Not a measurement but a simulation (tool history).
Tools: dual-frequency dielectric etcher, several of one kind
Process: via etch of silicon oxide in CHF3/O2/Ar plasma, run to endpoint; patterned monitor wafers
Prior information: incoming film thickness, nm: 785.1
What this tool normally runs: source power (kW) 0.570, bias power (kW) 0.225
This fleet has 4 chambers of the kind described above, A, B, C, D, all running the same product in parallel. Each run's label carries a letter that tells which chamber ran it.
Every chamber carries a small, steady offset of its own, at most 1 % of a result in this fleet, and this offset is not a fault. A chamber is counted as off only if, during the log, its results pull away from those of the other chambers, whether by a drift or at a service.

run,hour,source power (kW),bias power (kW),hours since the last wet clean,hours since the last source power generator calibration,hours since the last bias power generator calibration,endpoint time (s)
1C,6.6,0.570,0.225,94.5,694.1,764.5,380.32
2A,11.3,0.570,0.225,84.7,1547.6,1070.5,372.02
3D,16.1,0.570,0.225,64.1,1749.7,2931.6,371.64
4B,22.0,0.570,0.225,430.4,1574.0,190.9,375.73
5B,27.6,0.570,0.225,436.0,1579.6,196.5,375.42
6C,34.6,0.570,0.225,122.5,722.1,792.5,375.51
7A,40.1,0.570,0.225,113.5,1576.4,1099.3,372.55
8D,43.9,0.570,0.225,91.9,1777.5,2959.4,373.59
9A,47.5,0.570,0.225,120.9,1583.8,1106.7,372.61
10B,50.9,0.570,0.225,459.3,1602.9,219.8,372.28
11C,55.3,0.680,0.174,143.2,742.8,813.2,387.88
12D,59.8,0.680,0.174,107.8,1793.4,2975.3,378.08
13D,66.1,0.680,0.174,114.1,1799.7,2981.6,382.55
14A,70.2,0.680,0.174,143.6,1606.5,1129.4,383.36
15C,76.7,0.570,0.225,164.6,764.2,834.6,377.48
16B,83.0,0.570,0.225,491.4,1635.0,251.9,375.47
17C,89.5,0.570,0.225,177.4,777.0,847.4,378.93
18A,93.8,0.570,0.225,167.2,1630.1,1153.0,372.86
19B,98.8,0.570,0.225,507.2,1650.8,267.7,378.88
20D,104.4,0.570,0.276,152.4,1838.0,3019.9,347.69
21C,111.6,0.570,0.276,199.5,799.1,869.5,347.50
22B,115.0,0.570,0.276,523.4,1667.0,283.9,349.67
23A,121.4,0.570,0.276,194.8,1657.7,1180.6,348.28
24D,126.6,0.570,0.225,174.6,1860.2,3042.1,375.79
25C,131.8,0.570,0.225,219.7,819.3,889.7,375.90
26A,135.7,0.570,0.225,209.1,1672.0,1194.9,371.56
27D,141.9,0.570,0.225,189.9,1875.5,3057.4,375.02
28B,148.6,0.570,0.225,557.0,1700.6,317.5,383.43
29D,155.2,0.570,0.225,203.2,1888.8,3070.7,373.37
30A,160.7,0.630,0.225,234.1,1697.0,1219.9,361.24
31C,164.4,0.630,0.225,252.3,851.9,922.3,367.77
32B,170.0,0.630,0.225,578.4,1722.0,338.9,376.14
33D,174.9,0.630,0.225,222.9,1908.5,3090.4,362.10
34C,178.6,0.570,0.225,266.5,866.1,936.5,379.21
35A,183.8,0.460,0.275,257.2,1720.1,1243.0,373.29
36B,190.8,0.460,0.275,599.2,1742.8,359.7,392.24
37B,194.6,0.460,0.275,603.0,1746.6,363.5,395.00
38D,199.2,0.460,0.275,247.2,1932.8,3114.7,378.58
39A,203.5,0.570,0.225,276.9,1739.8,1262.7,373.05
40C,209.3,0.570,0.225,297.2,896.8,967.2,373.77
41D,214.9,0.570,0.225,262.9,1948.5,3130.4,374.81
42A,219.3,0.510,0.181,292.7,1755.6,1278.5,415.22
43B,224.3,0.510,0.181,632.7,1776.3,393.2,445.48
44C,230.7,0.510,0.181,318.6,918.2,988.6,425.65

The same settings go to every chamber for the next run, one line per chamber below. Forecast the results for each:
45A,235.9,0.570,0.225,,,,?
45B,235.9,0.570,0.225,,,,?
45C,235.9,0.570,0.225,,,,?
45D,235.9,0.570,0.225,,,,?

run,endpoint time (s)
45A,370.42
45B,394.21
45C,374.75
45D,377.59
